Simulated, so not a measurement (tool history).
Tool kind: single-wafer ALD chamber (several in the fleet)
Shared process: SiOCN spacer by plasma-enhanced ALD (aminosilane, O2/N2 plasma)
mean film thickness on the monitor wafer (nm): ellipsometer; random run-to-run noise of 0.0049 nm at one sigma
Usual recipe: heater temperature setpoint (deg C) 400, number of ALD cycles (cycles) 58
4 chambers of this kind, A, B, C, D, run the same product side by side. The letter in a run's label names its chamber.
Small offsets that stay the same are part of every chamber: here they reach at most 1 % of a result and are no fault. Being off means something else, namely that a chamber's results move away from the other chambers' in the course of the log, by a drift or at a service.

run   hour  heater temperature setpoint (deg C)  number of ALD cycles (cycles)  hours since the last thermocouple change  read-back reference wafer on the same gauge, thickness_nm  mean film thickness on the monitor wafer (nm)
 1C    3.3                                  400                             58                                     856.1                                                      3.589                                         3.5101
 2B    8.3                                  400                             58                                     235.5                                                     3.5877                                         3.5026
 3D   12.8                                  400                             58                                    2876.6                                                     3.5883                                          3.517
 4A   17.7                                  400                             58                                     397.2                                                     3.5874                                         3.4676
 5A   23.1                                  400                             58                                     402.6                                                     3.5849                                         3.4761
 6D   27.9                                  400                             51                                    2891.7                                                     3.5862                                         3.0911
 7B   30.9                                  400                             51                                     258.1                                                     3.5842                                         3.0752
 8C   33.8                                  400                             51                                     886.6                                                     3.5837                                         3.0777
 9C   39.1                                  400                             51                                     891.9                                                     3.5819                                         3.0621
      42.7  -- chamber D: thermocouple changed; heater temperature recalibrated
10D   43.9                                  400                             58                                       1.2                                                     3.5816                                         3.5126
11A     47                                  400                             58                                     426.5                                                     3.5812                                         3.4618
12B   51.2                                  400                             58                                     278.4                                                     3.5811                                         3.4869
13D   56.6                                  400                             58                                      13.9                                                     3.5783                                         3.5164
14A   61.3                                  400                             58                                     440.8                                                       3.58                                         3.4579
15B   64.1                                  400                             58                                     291.3                                                     3.5783                                         3.4837
16C   67.3                                  400                             48                                     920.1                                                     3.5774                                         2.8782
17D   72.7                                  400                             48                                        30                                                     3.5764                                         2.9024
18A   76.6                                  400                             48                                     456.1                                                     3.5762                                         2.8626
19B   81.7                                  400                             48                                     308.9                                                     3.5733                                         2.8834
20C   86.7                                  400                             58                                     939.5                                                     3.5735                                         3.4829
21C   90.9                                  400                             58                                     943.7                                                      3.572                                         3.4819
22B   94.3                                  394                             47                                     321.5                                                     3.5728                                         2.8166
23D   99.4                                  394                             47                                      56.7                                                     3.5708                                         2.8387
24A  103.5                                  394                             47                                       483                                                     3.5711                                         2.7996
25A  107.1                                  394                             47                                     486.6                                                     3.5715                                         2.8038

Is one chamber out of step, is the gauge drifting, or do the chambers differ by no more than their own small offsets? For an off chamber, give its letter and the likeliest cause.

The gauge drifts, so all chambers seem to drift together. No chamber is off.
What lies behind it: gauge reads low (%) = 0.584.
